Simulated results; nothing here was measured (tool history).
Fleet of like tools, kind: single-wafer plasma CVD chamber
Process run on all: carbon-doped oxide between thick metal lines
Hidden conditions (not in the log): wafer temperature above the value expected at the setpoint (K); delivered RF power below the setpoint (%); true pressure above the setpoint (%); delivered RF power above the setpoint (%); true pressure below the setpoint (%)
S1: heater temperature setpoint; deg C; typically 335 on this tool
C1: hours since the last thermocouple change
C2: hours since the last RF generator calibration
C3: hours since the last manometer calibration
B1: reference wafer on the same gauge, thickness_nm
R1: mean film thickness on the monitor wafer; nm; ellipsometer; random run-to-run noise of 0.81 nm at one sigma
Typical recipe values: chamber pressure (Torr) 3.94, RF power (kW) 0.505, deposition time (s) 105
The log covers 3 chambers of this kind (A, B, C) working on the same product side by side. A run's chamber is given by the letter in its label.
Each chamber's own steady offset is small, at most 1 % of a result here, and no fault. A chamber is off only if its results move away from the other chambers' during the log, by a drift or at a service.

{"run": "1A", "hour": 6.2, "S1": 335, "chamber pressure (Torr)": 3.94, "RF power (kW)": 0.505, "deposition time (s)": 105, "C1": 508.0, "C2": 1753.0, "C3": 2924.3, "B1": 605.06, "R1": 532.53}
{"run": "2B", "hour": 11.9, "S1": 335, "chamber pressure (Torr)": 3.94, "RF power (kW)": 0.505, "deposition time (s)": 105, "C1": 333.1, "C2": 1302.7, "C3": 1278.7, "B1": 605.12, "R1": 541.09}
{"run": "3C", "hour": 19.4, "S1": 335, "chamber pressure (Torr)": 3.94, "RF power (kW)": 0.505, "deposition time (s)": 105, "C1": 2130.5, "C2": 271.3, "C3": 736.8, "B1": 605.21, "R1": 537.55}
{"run": "4C", "hour": 24.2, "S1": 335, "chamber pressure (Torr)": 3.94, "RF power (kW)": 0.505, "deposition time (s)": 105, "C1": 2135.3, "C2": 276.1, "C3": 741.6, "B1": 605.27, "R1": 539.68}
{"run": "5B", "hour": 30.2, "S1": 335, "chamber pressure (Torr)": 3.94, "RF power (kW)": 0.505, "deposition time (s)": 105, "C1": 351.4, "C2": 1321.0, "C3": 1297.0, "B1": 605.73, "R1": 540.52}
{"run": "6A", "hour": 34.2, "S1": 335, "chamber pressure (Torr)": 3.94, "RF power (kW)": 0.505, "deposition time (s)": 105, "C1": 536.0, "C2": 1781.0, "C3": 2952.3, "B1": 605.22, "R1": 530.54}
{"run": "7A", "hour": 38.6, "S1": 335, "chamber pressure (Torr)": 3.94, "RF power (kW)": 0.505, "deposition time (s)": 105, "C1": 540.4, "C2": 1785.4, "C3": 2956.7, "B1": 605.38, "R1": 532.92}
{"run": "8B", "hour": 46.5, "S1": 335, "chamber pressure (Torr)": 3.94, "RF power (kW)": 0.505, "deposition time (s)": 105, "C1": 367.7, "C2": 1337.3, "C3": 1313.3, "B1": 605.7, "R1": 540.57}
{"run": "9C", "hour": 50.7, "S1": 335, "chamber pressure (Torr)": 3.94, "RF power (kW)": 0.505, "deposition time (s)": 105, "C1": 2161.8, "C2": 302.6, "C3": 768.1, "B1": 605.71, "R1": 537.96}
{"run": "10C", "hour": 59.3, "S1": 335, "chamber pressure (Torr)": 3.94, "RF power (kW)": 0.505, "deposition time (s)": 105, "C1": 2170.4, "C2": 311.2, "C3": 776.7, "B1": 605.67, "R1": 539.06}
{"run": "11B", "hour": 64.1, "S1": 330, "chamber pressure (Torr)": 3.94, "RF power (kW)": 0.505, "deposition time (s)": 88, "C1": 385.3, "C2": 1354.9, "C3": 1330.9, "B1": 606.01, "R1": 460.91}
{"run": "12A", "hour": 72.4, "S1": 330, "chamber pressure (Torr)": 3.94, "RF power (kW)": 0.505, "deposition time (s)": 88, "C1": 574.2, "C2": 1819.2, "C3": 2990.5, "B1": 606.39, "R1": 453.32}
{"run": "13C", "hour": 77.4, "S1": 330, "chamber pressure (Torr)": 3.94, "RF power (kW)": 0.505, "deposition time (s)": 88, "C1": 2188.5, "C2": 329.3, "C3": 794.8, "B1": 606.44, "R1": 458.26}
{"run": "14A", "hour": 82.5, "S1": 335, "chamber pressure (Torr)": 3.94, "RF power (kW)": 0.505, "deposition time (s)": 105, "C1": 584.3, "C2": 1829.3, "C3": 3000.6, "B1": 606.65, "R1": 532.35}
{"run": "15B", "hour": 88.4, "S1": 335, "chamber pressure (Torr)": 3.94, "RF power (kW)": 0.505, "deposition time (s)": 105, "C1": 409.6, "C2": 1379.2, "C3": 1355.2, "B1": 606.46, "R1": 540.57}
{"run": "16C", "hour": 93.4, "S1": 335, "chamber pressure (Torr)": 3.94, "RF power (kW)": 0.505, "deposition time (s)": 105, "C1": 2204.5, "C2": 345.3, "C3": 810.8, "B1": 606.69, "R1": 540.32}
{"run": "17A", "hour": 101.5, "S1": 335, "chamber pressure (Torr)": 3.94, "RF power (kW)": 0.505, "deposition time (s)": 105, "C1": 603.3, "C2": 1848.3, "C3": 3019.6, "B1": 606.55, "R1": 533.39}
{"run": "18B", "hour": 109.2, "S1": 335, "chamber pressure (Torr)": 3.94, "RF power (kW)": 0.505, "deposition time (s)": 105, "C1": 430.4, "C2": 1400.0, "C3": 1376.0, "B1": 606.51, "R1": 542.32}
{"run": "19B", "hour": 116.5, "S1": 335, "chamber pressure (Torr)": 3.94, "RF power (kW)": 0.505, "deposition time (s)": 105, "C1": 437.7, "C2": 1407.3, "C3": 1383.3, "B1": 606.64, "R1": 540.95}
{"run": "20C", "hour": 123.3, "S1": 335, "chamber pressure (Torr)": 3.94, "RF power (kW)": 0.505, "deposition time (s)": 87, "C1": 2234.4, "C2": 375.2, "C3": 840.7, "B1": 607.05, "R1": 448.02}
{"run": "21A", "hour": 128.4, "S1": 335, "chamber pressure (Torr)": 3.94, "RF power (kW)": 0.505, "deposition time (s)": 87, "C1": 630.2, "C2": 1875.2, "C3": 3046.5, "B1": 607.1, "R1": 442.55}
{"run": "22B", "hour": 135.1, "S1": 335, "chamber pressure (Torr)": 3.94, "RF power (kW)": 0.505, "deposition time (s)": 87, "C1": 456.3, "C2": 1425.9, "C3": 1401.9, "B1": 607.36, "R1": 449.9}
{"run": "23A", "hour": 142.7, "S1": 335, "chamber pressure (Torr)": 3.94, "RF power (kW)": 0.505, "deposition time (s)": 105, "C1": 644.5, "C2": 1889.5, "C3": 3060.8, "B1": 607.21, "R1": 533.57}
{"run": "24C", "hour": 150.6, "S1": 335, "chamber pressure (Torr)": 3.94, "RF power (kW)": 0.505, "deposition time (s)": 105, "C1": 2261.7, "C2": 402.5, "C3": 868.0, "B1": 607.3, "R1": 540.49}
{"run": "25B", "hour": 155.4, "S1": 335, "chamber pressure (Torr)": 3.94, "RF power (kW)": 0.505, "deposition time (s)": 105, "C1": 476.6, "C2": 1446.2, "C3": 1422.2, "B1": 607.49, "R1": 542.73}
{"run": "26A", "hour": 162.8, "S1": 335, "chamber pressure (Torr)": 3.94, "RF power (kW)": 0.505, "deposition time (s)": 105, "C1": 664.6, "C2": 1909.6, "C3": 3080.9, "B1": 607.67, "R1": 533.12}
{"run": "27C", "hour": 170.0, "S1": 335, "chamber pressure (Torr)": 3.94, "RF power (kW)": 0.505, "deposition time (s)": 105, "C1": 2281.1, "C2": 421.9, "C3": 887.4, "B1": 607.66, "R1": 539.7}
{"run": "28C", "hour": 178.7, "S1": 335, "chamber pressure (Torr)": 3.94, "RF power (kW)": 0.505, "deposition time (s)": 105, "C1": 2289.8, "C2": 430.6, "C3": 896.1, "B1": 608.09, "R1": 540.67}
{"run": "29B", "hour": 183.8, "S1": 335, "chamber pressure (Torr)": 3.94, "RF power (kW)": 0.505, "deposition time (s)": 105, "C1": 505.0, "C2": 1474.6, "C3": 1450.6, "B1": 608.07, "R1": 543.63}
{"run": "30A", "hour": 191.9, "S1": 335, "chamber pressure (Torr)": 3.94, "RF power (kW)": 0.505, "deposition time (s)": 105, "C1": 693.7, "C2": 1938.7, "C3": 3110.0, "B1": 608.05, "R1": 534.34}
{"run": "31A", "hour": 198.3, "S1": 335, "chamber pressure (Torr)": 3.94, "RF power (kW)": 0.505, "deposition time (s)": 105, "C1": 700.1, "C2": 1945.1, "C3": 3116.4, "B1": 608.09, "R1": 535.66}
{"hour": 199.8, "done": "chamber A: RF generator calibrated"}
{"run": "32C", "hour": 206.3, "S1": 335, "chamber pressure (Torr)": 3.94, "RF power (kW)": 0.505, "deposition time (s)": 105, "C1": 2317.4, "C2": 458.2, "C3": 923.7, "B1": 608.35, "R1": 542.33}
{"run": "33B", "hour": 212.0, "S1": 335, "chamber pressure (Torr)": 3.94, "RF power (kW)": 0.505, "deposition time (s)": 105, "C1": 533.2, "C2": 1502.8, "C3": 1478.8, "B1": 608.31, "R1": 542.89}
{"run": "34B", "hour": 216.0, "S1": 335, "chamber pressure (Torr)": 3.94, "RF power (kW)": 0.505, "deposition time (s)": 105, "C1": 537.2, "C2": 1506.8, "C3": 1482.8, "B1": 608.45, "R1": 543.82}
{"run": "35C", "hour": 221.9, "S1": 335, "chamber pressure (Torr)": 3.94, "RF power (kW)": 0.505, "deposition time (s)": 105, "C1": 2333.0, "C2": 473.8, "C3": 939.3, "B1": 608.44, "R1": 540.39}
{"run": "36A", "hour": 226.9, "S1": 335, "chamber pressure (Torr)": 3.94, "RF power (kW)": 0.505, "deposition time (s)": 105, "C1": 728.7, "C2": 27.2, "C3": 3145.0, "B1": 608.51, "R1": 534.9}

All 3 chambers run these settings next. Forecast each chamber's results:
{"run": "37A", "hour": 233.2, "S1": 335, "chamber pressure (Torr)": 3.94, "RF power (kW)": 0.47, "deposition time (s)": 105, "R1": "?"}
{"run": "37B", "hour": 233.2, "S1": 335, "chamber pressure (Torr)": 3.94, "RF power (kW)": 0.47, "deposition time (s)": 105, "R1": "?"}
{"run": "37C", "hour": 233.2, "S1": 335, "chamber pressure (Torr)": 3.94, "RF power (kW)": 0.47, "deposition time (s)": 105, "R1": "?"}

run=37A R1=513.24
run=37B R1=519.41
run=37C R1=516.82
